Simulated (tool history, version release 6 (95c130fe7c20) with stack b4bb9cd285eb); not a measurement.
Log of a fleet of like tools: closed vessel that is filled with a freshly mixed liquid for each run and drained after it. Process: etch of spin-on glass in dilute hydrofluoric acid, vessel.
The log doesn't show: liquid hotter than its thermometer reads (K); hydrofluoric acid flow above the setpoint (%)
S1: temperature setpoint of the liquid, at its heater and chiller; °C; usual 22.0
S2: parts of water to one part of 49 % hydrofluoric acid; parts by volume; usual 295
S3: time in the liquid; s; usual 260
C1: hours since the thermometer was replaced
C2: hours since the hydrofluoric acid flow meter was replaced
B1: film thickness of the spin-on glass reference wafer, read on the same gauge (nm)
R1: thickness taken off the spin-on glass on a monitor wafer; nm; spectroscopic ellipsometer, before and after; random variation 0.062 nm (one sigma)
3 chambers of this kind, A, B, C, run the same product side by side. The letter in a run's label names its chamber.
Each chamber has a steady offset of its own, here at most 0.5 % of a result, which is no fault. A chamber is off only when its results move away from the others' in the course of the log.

{"run": "1A", "hour": 10.3, "S1": 22.0, "S2": 295, "S3": 260, "C1": 392.5, "C2": 388.7, "B1": 110.0, "R1": 20.612}
{"run": "2C", "hour": 19.8, "S1": 22.0, "S2": 295, "S3": 260, "C1": 342.3, "C2": 319.7, "B1": 110.0, "R1": 20.566}
{"run": "3B", "hour": 24.9, "S1": 22.0, "S2": 295, "S3": 260, "C1": 1938.9, "C2": 395.4, "B1": 110.01, "R1": 20.549}
{"run": "4A", "hour": 33.1, "S1": 22.0, "S2": 295, "S3": 260, "C1": 415.3, "C2": 411.5, "B1": 109.99, "R1": 20.618}
{"run": "5C", "hour": 42.9, "S1": 22.0, "S2": 295, "S3": 120, "C1": 365.4, "C2": 342.8, "B1": 110.0, "R1": 9.4952}
{"run": "6B", "hour": 54.2, "S1": 22.0, "S2": 295, "S3": 120, "C1": 1968.2, "C2": 424.7, "B1": 110.02, "R1": 9.495}
{"run": "7B", "hour": 65.0, "S1": 22.0, "S2": 295, "S3": 120, "C1": 1979.0, "C2": 435.5, "B1": 110.01, "R1": 9.5233}
{"run": "8A", "hour": 71.4, "S1": 22.0, "S2": 295, "S3": 190, "C1": 453.6, "C2": 449.8, "B1": 110.0, "R1": 15.115}
{"run": "9C", "hour": 78.0, "S1": 22.0, "S2": 295, "S3": 190, "C1": 400.5, "C2": 377.9, "B1": 109.99, "R1": 14.938}
{"run": "10A", "hour": 86.2, "S1": 22.0, "S2": 295, "S3": 190, "C1": 468.4, "C2": 464.6, "B1": 109.98, "R1": 15.134}
{"run": "11B", "hour": 93.0, "S1": 22.0, "S2": 295, "S3": 260, "C1": 2007.0, "C2": 463.5, "B1": 110.0, "R1": 20.64}
{"run": "12C", "hour": 100.1, "S1": 22.0, "S2": 295, "S3": 260, "C1": 422.6, "C2": 400.0, "B1": 109.99, "R1": 20.557}
{"run": "13B", "hour": 108.3, "S1": 22.0, "S2": 295, "S3": 260, "C1": 2022.3, "C2": 478.8, "B1": 109.99, "R1": 20.58}
{"run": "14C", "hour": 114.4, "S1": 22.0, "S2": 295, "S3": 260, "C1": 436.9, "C2": 414.3, "B1": 110.0, "R1": 20.408}
{"run": "15A", "hour": 122.0, "S1": 22.0, "S2": 295, "S3": 260, "C1": 504.2, "C2": 500.4, "B1": 109.99, "R1": 20.598}
{"run": "16C", "hour": 127.7, "S1": 22.0, "S2": 295, "S3": 260, "C1": 450.2, "C2": 427.6, "B1": 110.01, "R1": 20.502}
{"run": "17A", "hour": 133.1, "S1": 22.0, "S2": 295, "S3": 260, "C1": 515.3, "C2": 511.5, "B1": 110.01, "R1": 20.496}
{"run": "18B", "hour": 143.1, "S1": 22.0, "S2": 295, "S3": 260, "C1": 2057.1, "C2": 513.6, "B1": 110.0, "R1": 20.555}
{"run": "19A", "hour": 153.5, "S1": 22.0, "S2": 295, "S3": 260, "C1": 535.7, "C2": 531.9, "B1": 109.99, "R1": 20.722}
{"run": "20B", "hour": 159.5, "S1": 18.5, "S2": 295, "S3": 145, "C1": 2073.5, "C2": 530.0, "B1": 110.02, "R1": 10.123}
{"run": "21C", "hour": 169.9, "S1": 18.5, "S2": 295, "S3": 145, "C1": 492.4, "C2": 469.8, "B1": 110.0, "R1": 10.169}
{"hour": 171.2, "done": "chamber B: thermometer replaced"}
{"run": "22B", "hour": 178.1, "S1": 18.5, "S2": 295, "S3": 145, "C1": 7.0, "C2": 548.6, "B1": 109.99, "R1": 10.104}
{"run": "23C", "hour": 189.2, "S1": 22.0, "S2": 295, "S3": 260, "C1": 511.7, "C2": 489.1, "B1": 109.99, "R1": 20.681}
{"run": "24A", "hour": 199.6, "S1": 22.0, "S2": 295, "S3": 260, "C1": 581.8, "C2": 578.0, "B1": 110.01, "R1": 20.684}
{"run": "25C", "hour": 210.6, "S1": 22.0, "S2": 295, "S3": 260, "C1": 533.1, "C2": 510.5, "B1": 110.01, "R1": 20.904}
{"run": "26A", "hour": 215.8, "S1": 22.0, "S2": 295, "S3": 260, "C1": 598.0, "C2": 594.2, "B1": 110.0, "R1": 20.64}
{"run": "27B", "hour": 223.5, "S1": 22.0, "S2": 295, "S3": 260, "C1": 52.4, "C2": 594.0, "B1": 110.01, "R1": 20.549}
{"run": "28C", "hour": 229.3, "S1": 22.0, "S2": 295, "S3": 260, "C1": 551.8, "C2": 529.2, "B1": 109.98, "R1": 21.071}
{"run": "29B", "hour": 237.7, "S1": 22.0, "S2": 295, "S3": 260, "C1": 66.6, "C2": 608.2, "B1": 109.99, "R1": 20.548}
{"run": "30A", "hour": 244.8, "S1": 20.5, "S2": 385, "S3": 260, "C1": 627.0, "C2": 623.2, "B1": 110.0, "R1": 13.795}
{"run": "31B", "hour": 252.2, "S1": 20.5, "S2": 385, "S3": 260, "C1": 81.1, "C2": 622.7, "B1": 109.99, "R1": 13.72}
{"run": "32A", "hour": 259.6, "S1": 20.5, "S2": 385, "S3": 260, "C1": 641.8, "C2": 638.0, "B1": 109.99, "R1": 13.831}
{"run": "33C", "hour": 270.2, "S1": 22.0, "S2": 295, "S3": 260, "C1": 592.7, "C2": 570.1, "B1": 110.0, "R1": 21.217}
{"run": "34C", "hour": 275.9, "S1": 22.0, "S2": 295, "S3": 260, "C1": 598.4, "C2": 575.8, "B1": 110.01, "R1": 21.145}
{"run": "35A", "hour": 284.4, "S1": 22.0, "S2": 295, "S3": 260, "C1": 666.6, "C2": 662.8, "B1": 110.01, "R1": 20.716}
{"run": "36B", "hour": 291.5, "S1": 22.0, "S2": 295, "S3": 260, "C1": 120.4, "C2": 662.0, "B1": 110.0, "R1": 20.587}
{"run": "37B", "hour": 298.2, "S1": 22.0, "S2": 295, "S3": 260, "C1": 127.1, "C2": 668.7, "B1": 110.01, "R1": 20.641}
{"run": "38A", "hour": 306.3, "S1": 22.0, "S2": 295, "S3": 260, "C1": 688.5, "C2": 684.7, "B1": 109.98, "R1": 20.536}
{"run": "39C", "hour": 314.6, "S1": 22.0, "S2": 295, "S3": 260, "C1": 637.1, "C2": 614.5, "B1": 109.98, "R1": 21.23}

Next, every chamber runs the same settings. What will each give?
{"run": "40A", "hour": 322.9, "S1": 22.0, "S2": 165, "S3": 260, "R1": "?"}
{"run": "40B", "hour": 322.9, "S1": 22.0, "S2": 165, "S3": 260, "R1": "?"}
{"run": "40C", "hour": 322.9, "S1": 22.0, "S2": 165, "S3": 260, "R1": "?"}

run=40A R1=42.6180
run=40B R1=42.2070
run=40C R1=43.0780

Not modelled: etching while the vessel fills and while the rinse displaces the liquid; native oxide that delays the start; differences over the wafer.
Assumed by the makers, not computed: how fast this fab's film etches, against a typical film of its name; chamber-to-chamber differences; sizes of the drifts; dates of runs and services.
